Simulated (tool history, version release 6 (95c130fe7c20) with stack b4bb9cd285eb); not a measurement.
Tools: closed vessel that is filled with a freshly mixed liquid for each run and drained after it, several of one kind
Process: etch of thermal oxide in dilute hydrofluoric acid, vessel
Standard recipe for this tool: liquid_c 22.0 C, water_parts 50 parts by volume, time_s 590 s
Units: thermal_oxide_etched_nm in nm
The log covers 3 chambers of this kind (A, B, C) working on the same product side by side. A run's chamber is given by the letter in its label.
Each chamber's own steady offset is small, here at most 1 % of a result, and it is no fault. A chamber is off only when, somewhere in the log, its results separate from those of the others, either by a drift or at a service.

run,hour,liquid_c,water_parts,time_s,hours since the thermometer was replaced,hours since the hydrofluoric acid flow meter was replaced,"read-back film thickness of the thermal oxide reference wafer, read on the same gauge (nm)",thermal_oxide_etched_nm
1A,7.1,22.0,50,590,749.1,1066.4,60.024,54.488
2B,12.9,22.0,50,590,410.5,315.8,60.001,54.786
3C,17.0,22.0,50,590,1352.5,273.5,59.980,54.460
4A,23.0,22.0,50,590,765.0,1082.3,60.011,54.207
5B,30.9,22.0,50,590,428.5,333.8,60.023,55.499
6C,38.4,22.0,50,590,1373.9,294.9,60.028,54.284
7C,43.2,22.0,50,590,1378.7,299.7,59.995,55.078
8A,47.9,22.0,50,590,789.9,1107.2,60.037,54.208
9B,53.3,22.0,50,590,450.9,356.2,59.953,54.646
# hour 54.2: chamber A: hydrofluoric acid flow meter replaced
10A,57.3,22.0,50,590,799.3,3.2,60.001,54.576
11C,64.7,22.0,50,590,1400.2,321.2,59.999,54.442
12B,69.6,20.5,50,590,467.2,372.5,59.971,51.255
13A,77.4,20.5,50,590,819.4,23.3,60.028,51.433
14B,86.2,20.5,50,590,483.8,389.1,60.016,51.193
15C,95.2,22.0,50,590,1430.7,351.7,59.994,54.077
16A,104.0,22.0,50,590,846.0,49.9,59.984,54.320
17B,109.5,22.0,50,590,507.1,412.4,59.988,55.005
18C,118.5,22.0,50,590,1454.0,375.0,59.995,53.454
19C,123.8,22.0,50,590,1459.3,380.3,60.025,53.500
20A,129.5,22.0,50,590,871.5,75.4,60.027,54.784
21B,137.5,22.0,50,590,535.1,440.4,60.002,54.776
22C,141.5,22.0,50,590,1477.0,398.0,59.940,52.732
23B,149.5,22.0,50,590,547.1,452.4,60.039,54.730
24A,157.1,22.0,50,590,899.1,103.0,59.971,54.636
25A,165.5,22.0,60,295,907.5,111.4,60.016,22.338
26C,172.1,22.0,60,295,1507.6,428.6,59.985,21.239
27B,181.0,22.0,60,295,578.6,483.9,59.989,22.770
28C,187.3,22.0,50,590,1522.8,443.8,59.966,51.653
29A,194.9,22.0,50,590,936.9,140.8,60.010,54.119
30B,199.3,22.0,50,590,596.9,502.2,59.987,55.214
31A,205.7,22.0,50,590,947.7,151.6,59.990,54.981
32B,211.6,22.0,50,590,609.2,514.5,59.987,54.598
33C,220.4,22.0,50,590,1555.9,476.9,60.054,50.613

Read the log: is a single chamber off, either drifting away or since a service, is the gauge that measures every chamber drifting, or is nothing wrong beyond small per-chamber offsets? Name any odd chamber and what most likely caused it.

Chamber C drifts away from the others.
Cause: hydrofluoric acid flow below the setpoint (%) = 6.95.
The log might look much the same if the cause were instead: liquid colder than its thermometer reads (K).

Which of the 4 candidates below, each the usual settings with something changed and its results left as question marks, puts chamber C back in line with what the other chambers give on the usual settings?
Counts as in line when no further than this from what the other chambers average on the usual settings: thermal_oxide_etched_nm 1.000 nm
34C-1,226.9,22.0,50,640,,,,?
34C-2,226.9,22.0,50,570,,,,?
34C-3,226.9,20.0,50,590,,,,?
34C-4,226.9,23.0,50,590,,,,?

The other chambers' mean on the usual settings: thermal_oxide_etched_nm 54.678 nm
run,thermal_oxide_etched_nm
34C-1,54.717
34C-2,48.732
34C-3,46.392
34C-4,52.582
34C-1 is the one that brings the chamber's results back in line with the other chambers.

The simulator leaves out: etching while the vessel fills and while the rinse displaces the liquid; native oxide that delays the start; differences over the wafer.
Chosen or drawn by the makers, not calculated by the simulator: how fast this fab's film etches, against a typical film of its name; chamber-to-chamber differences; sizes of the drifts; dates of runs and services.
